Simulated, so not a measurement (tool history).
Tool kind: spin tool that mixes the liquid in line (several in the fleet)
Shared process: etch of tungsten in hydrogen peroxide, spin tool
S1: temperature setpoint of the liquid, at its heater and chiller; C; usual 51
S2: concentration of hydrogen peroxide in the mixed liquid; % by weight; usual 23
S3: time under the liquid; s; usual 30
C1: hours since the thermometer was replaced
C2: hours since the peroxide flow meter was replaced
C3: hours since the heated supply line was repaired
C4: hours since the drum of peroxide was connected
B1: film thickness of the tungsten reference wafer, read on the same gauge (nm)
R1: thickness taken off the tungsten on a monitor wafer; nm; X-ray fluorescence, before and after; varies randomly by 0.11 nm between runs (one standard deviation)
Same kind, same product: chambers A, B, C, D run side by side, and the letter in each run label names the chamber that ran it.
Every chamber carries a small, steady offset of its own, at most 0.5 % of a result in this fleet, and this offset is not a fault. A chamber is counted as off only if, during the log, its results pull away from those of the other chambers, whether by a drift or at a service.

{"run": "1A", "hour": 7.2, "S1": 51, "S2": 23, "S3": 30, "C1": 19.5, "C2": 1788.3, "C3": 1883.1, "C4": 93.1, "B1": 89.995, "R1": 28.97}
{"run": "2B", "hour": 14.1, "S1": 51, "S2": 23, "S3": 30, "C1": 462.3, "C2": 290.3, "C3": 555, "C4": 102.7, "B1": 90.026, "R1": 28.863}
{"run": "3C", "hour": 21.7, "S1": 51, "S2": 23, "S3": 30, "C1": 1666, "C2": 1006.8, "C3": 300.3, "C4": 643, "B1": 89.992, "R1": 28.602}
{"run": "4D", "hour": 33.3, "S1": 51, "S2": 23, "S3": 30, "C1": 590.2, "C2": 772.7, "C3": 34.3, "C4": 212.6, "B1": 89.975, "R1": 28.944}
{"run": "5A", "hour": 39.6, "S1": 51, "S2": 23, "S3": 30, "C1": 51.9, "C2": 1820.7, "C3": 1915.5, "C4": 125.5, "B1": 90.018, "R1": 28.989}
{"hour": 46.9, "done": "chamber A: heated supply line repaired"}
{"run": "6C", "hour": 49.7, "S1": 51, "S2": 23, "S3": 30, "C1": 1694, "C2": 1034.8, "C3": 328.3, "C4": 671, "B1": 90.021, "R1": 28.771}
{"run": "7B", "hour": 60.9, "S1": 51, "S2": 23, "S3": 30, "C1": 509.1, "C2": 337.1, "C3": 601.8, "C4": 149.5, "B1": 90.036, "R1": 28.859}
{"run": "8D", "hour": 73.0, "S1": 51, "S2": 23, "S3": 40, "C1": 629.9, "C2": 812.4, "C3": 74, "C4": 252.3, "B1": 89.976, "R1": 38.47}
{"run": "9D", "hour": 85.7, "S1": 51, "S2": 23, "S3": 40, "C1": 642.6, "C2": 825.1, "C3": 86.7, "C4": 265, "B1": 90.057, "R1": 38.489}
{"hour": 88.4, "done": "chamber D: new drum of peroxide connected"}
{"run": "10C", "hour": 97.2, "S1": 51, "S2": 23, "S3": 40, "C1": 1741.5, "C2": 1082.3, "C3": 375.8, "C4": 718.5, "B1": 90.012, "R1": 38.03}
{"run": "11B", "hour": 105.4, "S1": 51, "S2": 23, "S3": 40, "C1": 553.6, "C2": 381.6, "C3": 646.3, "C4": 194, "B1": 89.985, "R1": 38.678}
{"run": "12A", "hour": 111.9, "S1": 51, "S2": 23, "S3": 30, "C1": 124.2, "C2": 1893, "C3": 65, "C4": 197.8, "B1": 90.057, "R1": 28.866}
{"run": "13D", "hour": 120.4, "S1": 51, "S2": 23, "S3": 30, "C1": 677.3, "C2": 859.8, "C3": 121.4, "C4": 32, "B1": 90.029, "R1": 28.79}
{"run": "14C", "hour": 128.3, "S1": 60, "S2": 23, "S3": 15, "C1": 1772.6, "C2": 1113.4, "C3": 406.9, "C4": 749.6, "B1": 90.04, "R1": 24.745}
{"run": "15A", "hour": 139.8, "S1": 60, "S2": 23, "S3": 15, "C1": 152.1, "C2": 1920.9, "C3": 92.9, "C4": 225.7, "B1": 89.97, "R1": 24.645}
{"run": "16B", "hour": 147.1, "S1": 60, "S2": 23, "S3": 15, "C1": 595.3, "C2": 423.3, "C3": 688, "C4": 235.7, "B1": 89.996, "R1": 24.233}
{"run": "17B", "hour": 157.8, "S1": 60, "S2": 23, "S3": 15, "C1": 606, "C2": 434, "C3": 698.7, "C4": 246.4, "B1": 90.027, "R1": 24.375}
{"run": "18A", "hour": 167.9, "S1": 51, "S2": 23, "S3": 30, "C1": 180.2, "C2": 1949, "C3": 121, "C4": 253.8, "B1": 90.013, "R1": 28.95}
{"run": "19D", "hour": 173.8, "S1": 51, "S2": 23, "S3": 30, "C1": 730.7, "C2": 913.2, "C3": 174.8, "C4": 85.4, "B1": 90.017, "R1": 28.982}
{"run": "20C", "hour": 181.8, "S1": 46.5, "S2": 27.5, "S3": 30, "C1": 1826.1, "C2": 1166.9, "C3": 460.4, "C4": 803.1, "B1": 90.007, "R1": 23.748}
{"run": "21B", "hour": 189.9, "S1": 46.5, "S2": 27.5, "S3": 30, "C1": 638.1, "C2": 466.1, "C3": 730.8, "C4": 278.5, "B1": 90.02, "R1": 23.687}
{"run": "22D", "hour": 197.9, "S1": 46.5, "S2": 27.5, "S3": 30, "C1": 754.8, "C2": 937.3, "C3": 198.9, "C4": 109.5, "B1": 90.045, "R1": 23.897}
{"run": "23A", "hour": 208.8, "S1": 46.5, "S2": 27.5, "S3": 30, "C1": 221.1, "C2": 1989.9, "C3": 161.9, "C4": 294.7, "B1": 89.982, "R1": 23.933}
{"run": "24C", "hour": 220.2, "S1": 51, "S2": 23, "S3": 30, "C1": 1864.5, "C2": 1205.3, "C3": 498.8, "C4": 841.5, "B1": 90.023, "R1": 28.786}
{"run": "25A", "hour": 231.3, "S1": 51, "S2": 23, "S3": 30, "C1": 243.6, "C2": 2012.4, "C3": 184.4, "C4": 317.2, "B1": 90.002, "R1": 29.016}
{"run": "26C", "hour": 237.8, "S1": 51, "S2": 23, "S3": 30, "C1": 1882.1, "C2": 1222.9, "C3": 516.4, "C4": 859.1, "B1": 90, "R1": 28.711}
{"run": "27B", "hour": 246.8, "S1": 44.5, "S2": 23, "S3": 30, "C1": 695, "C2": 523, "C3": 787.7, "C4": 335.4, "B1": 90.002, "R1": 18.819}

Next, every chamber runs the same settings. What will each give?
{"run": "28A", "hour": 256.1, "S1": 51, "S2": 23, "S3": 20, "R1": "?"}
{"run": "28B", "hour": 256.1, "S1": 51, "S2": 23, "S3": 20, "R1": "?"}
{"run": "28C", "hour": 256.1, "S1": 51, "S2": 23, "S3": 20, "R1": "?"}
{"run": "28D", "hour": 256.1, "S1": 51, "S2": 23, "S3": 20, "R1": "?"}

run=28A R1=19.287
run=28B R1=18.603
run=28C R1=19.293
run=28D R1=19.294
